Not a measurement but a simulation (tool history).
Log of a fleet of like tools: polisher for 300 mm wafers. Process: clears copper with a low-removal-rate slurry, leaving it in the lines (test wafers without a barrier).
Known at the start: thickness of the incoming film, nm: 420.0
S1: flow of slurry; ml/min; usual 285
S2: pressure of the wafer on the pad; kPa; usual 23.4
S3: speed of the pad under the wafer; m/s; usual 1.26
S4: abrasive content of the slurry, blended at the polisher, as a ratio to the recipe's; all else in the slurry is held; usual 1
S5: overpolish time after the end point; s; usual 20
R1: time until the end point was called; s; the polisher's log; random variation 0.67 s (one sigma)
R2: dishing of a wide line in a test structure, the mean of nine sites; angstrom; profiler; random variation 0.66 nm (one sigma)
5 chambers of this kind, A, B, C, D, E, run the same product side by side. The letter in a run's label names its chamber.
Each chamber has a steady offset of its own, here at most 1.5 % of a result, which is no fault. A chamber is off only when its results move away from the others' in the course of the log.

{"hour": 0.5, "done": "chamber D: slurry blender recalibrated"}
{"run": "1D", "hour": 5.7, "S1": 285, "S2": 23.4, "S3": 1.26, "S4": 1, "S5": 20, "R1": 80.356, "R2": 316.22}
{"run": "2C", "hour": 13.0, "S1": 285, "S2": 23.4, "S3": 1.26, "S4": 1, "S5": 20, "R1": 79.539, "R2": 315.81}
{"run": "3A", "hour": 19.0, "S1": 285, "S2": 23.4, "S3": 1.26, "S4": 1, "S5": 20, "R1": 79.938, "R2": 305.56}
{"run": "4B", "hour": 23.5, "S1": 285, "S2": 23.4, "S3": 1.26, "S4": 1, "S5": 20, "R1": 80.487, "R2": 306.19}
{"hour": 27.6, "done": "chamber B: worn pad replaced by a new one"}
{"run": "5E", "hour": 31.0, "S1": 285, "S2": 23.4, "S3": 1.26, "S4": 1, "S5": 20, "R1": 79.906, "R2": 305.85}
{"hour": 33.6, "done": "chamber D: worn pad replaced by a new one"}
{"run": "6B", "hour": 35.0, "S1": 285, "S2": 23.4, "S3": 1.26, "S4": 1, "S5": 20, "R1": 80.338, "R2": 300.37}
{"hour": 37.9, "done": "chamber C: worn pad replaced by a new one"}
{"hour": 43.9, "done": "chamber E: worn pad replaced by a new one"}
{"run": "7A", "hour": 44.0, "S1": 285, "S2": 23.4, "S3": 1.26, "S4": 1, "S5": 32, "R1": 80.572, "R2": 334.65}
{"run": "8D", "hour": 50.4, "S1": 285, "S2": 23.4, "S3": 1.26, "S4": 1, "S5": 32, "R1": 79.202, "R2": 331.16}
{"run": "9E", "hour": 56.3, "S1": 285, "S2": 23.4, "S3": 1.26, "S4": 1, "S5": 32, "R1": 78.631, "R2": 350.35}
{"run": "10C", "hour": 64.0, "S1": 285, "S2": 23.4, "S3": 1.26, "S4": 1, "S5": 32, "R1": 78.273, "R2": 342.43}
{"run": "11D", "hour": 69.1, "S1": 285, "S2": 23.4, "S3": 1.26, "S4": 1, "S5": 32, "R1": 79.975, "R2": 338.76}
{"run": "12E", "hour": 73.7, "S1": 285, "S2": 23.4, "S3": 1.26, "S4": 1, "S5": 20, "R1": 79.92, "R2": 315.51}
{"run": "13C", "hour": 78.7, "S1": 285, "S2": 23.4, "S3": 1.26, "S4": 1, "S5": 20, "R1": 79.237, "R2": 304.07}
{"hour": 85.1, "done": "chamber E: head pressure recalibrated"}
{"run": "14B", "hour": 85.7, "S1": 285, "S2": 23.4, "S3": 1.26, "S4": 1, "S5": 20, "R1": 79.707, "R2": 302.03}
{"hour": 87.3, "done": "chamber B: worn pad replaced by a new one"}
{"hour": 91.4, "done": "chamber A: slurry blender recalibrated"}
{"run": "15A", "hour": 94.3, "S1": 230, "S2": 23.4, "S3": 1.26, "S4": 1, "S5": 14, "R1": 81.584, "R2": 270.66}
{"run": "16A", "hour": 101.6, "S1": 230, "S2": 23.4, "S3": 1.26, "S4": 1, "S5": 14, "R1": 82.833, "R2": 272.68}
{"run": "17E", "hour": 106.6, "S1": 230, "S2": 23.4, "S3": 1.26, "S4": 1, "S5": 14, "R1": 74.72, "R2": 296.48}
{"hour": 109.5, "done": "chamber D: worn pad replaced by a new one"}
{"hour": 115.0, "done": "chamber E: worn pad replaced by a new one"}
{"run": "18D", "hour": 115.6, "S1": 230, "S2": 23.4, "S3": 1.26, "S4": 1, "S5": 14, "R1": 81.915, "R2": 277.44}
{"run": "19C", "hour": 123.5, "S1": 230, "S2": 23.4, "S3": 1.26, "S4": 1, "S5": 14, "R1": 82.858, "R2": 285.08}
{"hour": 124.2, "done": "chamber B: slurry blender recalibrated"}
{"hour": 124.3, "done": "chamber E: slurry blender recalibrated"}
{"hour": 126.1, "done": "chamber A: worn pad replaced by a new one"}
{"run": "20B", "hour": 130.1, "S1": 285, "S2": 23.4, "S3": 1.26, "S4": 1, "S5": 20, "R1": 80.321, "R2": 306.6}
{"hour": 133.1, "done": "chamber D: slurry nozzle cleaned"}
{"run": "21B", "hour": 136.0, "S1": 285, "S2": 23.4, "S3": 1.26, "S4": 1, "S5": 20, "R1": 80.078, "R2": 315.22}
{"hour": 142.1, "done": "chamber B: worn pad replaced by a new one"}
{"run": "22A", "hour": 142.2, "S1": 285, "S2": 23.4, "S3": 1.26, "S4": 1, "S5": 20, "R1": 79.169, "R2": 307.41}
{"hour": 143.3, "done": "chamber C: worn pad replaced by a new one"}
{"hour": 145.8, "done": "chamber A: head pressure recalibrated"}
{"run": "23D", "hour": 147.3, "S1": 285, "S2": 23.4, "S3": 1.26, "S4": 1, "S5": 20, "R1": 80.329, "R2": 308.42}
{"run": "24E", "hour": 151.6, "S1": 285, "S2": 23.4, "S3": 1.26, "S4": 1, "S5": 20, "R1": 74.674, "R2": 320.84}
{"run": "25C", "hour": 156.2, "S1": 285, "S2": 23.4, "S3": 1.26, "S4": 1, "S5": 20, "R1": 79.049, "R2": 312.62}
{"run": "26E", "hour": 164.9, "S1": 285, "S2": 23.4, "S3": 1.26, "S4": 1, "S5": 20, "R1": 73.686, "R2": 323.84}
{"run": "27C", "hour": 168.8, "S1": 285, "S2": 23.4, "S3": 1.26, "S4": 1, "S5": 20, "R1": 79.767, "R2": 316.75}
{"run": "28D", "hour": 173.1, "S1": 285, "S2": 23.4, "S3": 1.26, "S4": 1, "S5": 20, "R1": 79.956, "R2": 302.79}
{"run": "29A", "hour": 178.1, "S1": 285, "S2": 23.4, "S3": 1.26, "S4": 1, "S5": 20, "R1": 79.849, "R2": 311.45}
{"hour": 182.0, "done": "chamber E: worn pad replaced by a new one"}
{"run": "30B", "hour": 185.1, "S1": 285, "S2": 23.4, "S3": 1.26, "S4": 1, "S5": 20, "R1": 79.935, "R2": 300.15}
{"hour": 192.3, "done": "chamber D: worn pad replaced by a new one"}
{"run": "31A", "hour": 194.0, "S1": 285, "S2": 23.4, "S3": 1.26, "S4": 1, "S5": 20, "R1": 80.244, "R2": 309.43}
{"run": "32B", "hour": 199.1, "S1": 285, "S2": 23.4, "S3": 1.26, "S4": 1, "S5": 20, "R1": 80.268, "R2": 305.14}
{"hour": 199.6, "done": "chamber B: slurry nozzle cleaned"}
{"run": "33C", "hour": 205.6, "S1": 285, "S2": 23.4, "S3": 1.6, "S4": 0.75, "S5": 20, "R1": 66.763, "R2": 315.66}
{"hour": 209.1, "done": "chamber B: worn pad replaced by a new one"}
{"run": "34D", "hour": 211.4, "S1": 285, "S2": 23.4, "S3": 1.6, "S4": 0.75, "S5": 20, "R1": 67.42, "R2": 330.75}
{"hour": 218.7, "done": "chamber B: head pressure recalibrated"}
{"run": "35E", "hour": 218.8, "S1": 285, "S2": 23.4, "S3": 1.6, "S4": 0.75, "S5": 20, "R1": 61.055, "R2": 339.72}
{"hour": 224.6, "done": "chamber D: slurry blender recalibrated"}
{"run": "36C", "hour": 225.9, "S1": 285, "S2": 23.4, "S3": 1.6, "S4": 0.75, "S5": 20, "R1": 65.914, "R2": 320.05}
{"hour": 231.6, "done": "chamber A: worn pad replaced by a new one"}
{"run": "37E", "hour": 233.9, "S1": 285, "S2": 23.4, "S3": 1.6, "S4": 0.75, "S5": 20, "R1": 61.091, "R2": 321.24}
{"run": "38A", "hour": 240.4, "S1": 285, "S2": 23.4, "S3": 1.26, "S4": 1, "S5": 20, "R1": 79.351, "R2": 330.2}
{"run": "39B", "hour": 245.0, "S1": 285, "S2": 23.4, "S3": 1.26, "S4": 1, "S5": 20, "R1": 80.12, "R2": 313.03}
{"hour": 245.3, "done": "chamber E: worn pad replaced by a new one"}
{"run": "40D", "hour": 253.4, "S1": 285, "S2": 23.4, "S3": 1.26, "S4": 0.9, "S5": 20, "R1": 82.737, "R2": 312.62}
{"run": "41C", "hour": 261.5, "S1": 285, "S2": 23.4, "S3": 1.26, "S4": 0.9, "S5": 20, "R1": 81.693, "R2": 309.11}
{"run": "42E", "hour": 269.6, "S1": 285, "S2": 23.4, "S3": 1.26, "S4": 0.9, "S5": 20, "R1": 75.456, "R2": 330.45}

All 5 chambers run these settings next. Forecast each chamber's results:
{"run": "43A", "hour": 276.0, "S1": 285, "S2": 20.7, "S3": 1.26, "S4": 1, "S5": 20, "R1": "?", "R2": "?"}
{"run": "43B", "hour": 276.0, "S1": 285, "S2": 20.7, "S3": 1.26, "S4": 1, "S5": 20, "R1": "?", "R2": "?"}
{"run": "43C", "hour": 276.0, "S1": 285, "S2": 20.7, "S3": 1.26, "S4": 1, "S5": 20, "R1": "?", "R2": "?"}
{"run": "43D", "hour": 276.0, "S1": 285, "S2": 20.7, "S3": 1.26, "S4": 1, "S5": 20, "R1": "?", "R2": "?"}
{"run": "43E", "hour": 276.0, "S1": 285, "S2": 20.7, "S3": 1.26, "S4": 1, "S5": 20, "R1": "?", "R2": "?"}

run=43A R1=91.083 R2=303.11
run=43B R1=89.764 R2=302.28
run=43C R1=90.609 R2=291.68
run=43D R1=89.813 R2=307.76
run=43E R1=82.367 R2=311.42

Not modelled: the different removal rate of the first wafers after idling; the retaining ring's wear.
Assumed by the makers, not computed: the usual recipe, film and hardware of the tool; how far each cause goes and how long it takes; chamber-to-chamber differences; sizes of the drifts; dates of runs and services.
